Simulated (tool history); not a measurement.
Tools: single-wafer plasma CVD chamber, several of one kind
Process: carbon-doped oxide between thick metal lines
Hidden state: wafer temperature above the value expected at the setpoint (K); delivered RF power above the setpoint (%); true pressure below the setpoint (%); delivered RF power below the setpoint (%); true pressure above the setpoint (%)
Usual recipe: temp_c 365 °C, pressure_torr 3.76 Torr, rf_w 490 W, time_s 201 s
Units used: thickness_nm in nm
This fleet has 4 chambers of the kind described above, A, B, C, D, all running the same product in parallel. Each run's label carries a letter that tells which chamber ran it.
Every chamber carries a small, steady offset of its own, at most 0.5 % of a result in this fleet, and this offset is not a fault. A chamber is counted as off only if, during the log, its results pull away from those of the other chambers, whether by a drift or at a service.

run   hour  temp_c  pressure_torr  rf_w  time_s  hours since the last thermocouple change  hours since the last RF generator calibration  hours since the last manometer calibration  read-back reference wafer on the same gauge, thickness_nm  thickness_nm
 1B    5.6     365           3.76   490     201                                     379.8                                         1449.4                                      1442.4                                                     855.38        924.44
 2A   11.1     365           3.76   490     201                                     365.0                                         1646.1                                       294.3                                                     855.21        923.31
 3C   15.6     365           3.76   490     201                                     213.6                                          922.5                                       537.6                                                     855.75        921.05
 4D   21.2     365           3.76   490     201                                     604.3                                          414.9                                      2375.4                                                     855.95        930.95
 5D   27.1     365           3.76   490     201                                     610.2                                          420.8                                      2381.3                                                     855.99        929.43
 6B   32.4     365           3.76   490     201                                     406.6                                         1476.2                                      1469.2                                                     856.35        923.30
 7A   37.2     365           3.76   490     201                                     391.1                                         1672.2                                       320.4                                                     856.22        925.66
 8C   42.8     365           3.76   490     201                                     240.8                                          949.7                                       564.8                                                     856.21        920.37
 9B   46.9     365           3.76   490     201                                     421.1                                         1490.7                                      1483.7                                                     856.41        923.04
10D   53.5     365           3.76   490     201                                     636.6                                          447.2                                      2407.7                                                     856.50        931.96
11A   57.9     365           3.76   490     201                                     411.8                                         1692.9                                       341.1                                                     856.91        925.52
12C   64.8     365           3.76   490     201                                     262.8                                          971.7                                       586.8                                                     856.99        924.77
13C   69.9     365           3.76   490     201                                     267.9                                          976.8                                       591.9                                                     856.88        922.65
14B   73.3     365           3.76   490     201                                     447.5                                         1517.1                                      1510.1                                                     857.11        924.91
15D   77.9     365           3.76   490     201                                     661.0                                          471.6                                      2432.1                                                     857.07        932.76
16A   84.4     365           3.76   490     201                                     438.3                                         1719.4                                       367.6                                                     857.31        927.21
17D   89.4     365           3.76   490     201                                     672.5                                          483.1                                      2443.6                                                     857.52        931.53
18C   95.1     365           3.76   490     201                                     293.1                                         1002.0                                       617.1                                                     857.95        921.67
19A  101.5     365           3.76   490     201                                     455.4                                         1736.5                                       384.7                                                     857.74        924.75
20B  108.4     365           3.76   490     201                                     482.6                                         1552.2                                      1545.2                                                     858.26        925.03
21D  115.4     365           3.76   490     201                                     698.5                                          509.1                                      2469.6                                                     858.17        932.57
22A  122.3     365           3.76   550     239                                     476.2                                         1757.3                                       405.5                                                     858.63       1185.10
23B  125.6     365           3.76   550     239                                     499.8                                         1569.4                                      1562.4                                                     858.69       1184.60
24C  131.6     365           3.76   550     239                                     329.6                                         1038.5                                       653.6                                                     859.02       1181.00
     131.7  -- chamber B: capacitance manometer re-zeroed and calibrated
25B  134.8     365           3.76   550     239                                     509.0                                         1578.6                                         3.2                                                     858.68       1185.10
26A  139.7     365           3.76   490     201                                     493.6                                         1774.7                                       422.9                                                     859.14        927.46
27C  145.5     365           3.76   490     201                                     343.5                                         1052.4                                       667.5                                                     859.31        924.53
28D  152.5     365           3.76   490     201                                     735.6                                          546.2                                      2506.7                                                     859.09        931.63
29A  155.9     365           3.76   490     201                                     509.8                                         1790.9                                       439.1                                                     859.40        925.00
30C  162.1     365           3.76   490     201                                     360.1                                         1069.0                                       684.1                                                     859.62        925.35

Is one chamber out of step, is the gauge drifting, or do the chambers differ by no more than their own small offsets? For an off chamber, give its letter and the likeliest cause.

The gauge drifts, so all chambers seem to drift together. No chamber is off.
Cause: gauge reads high (%) = 0.572.
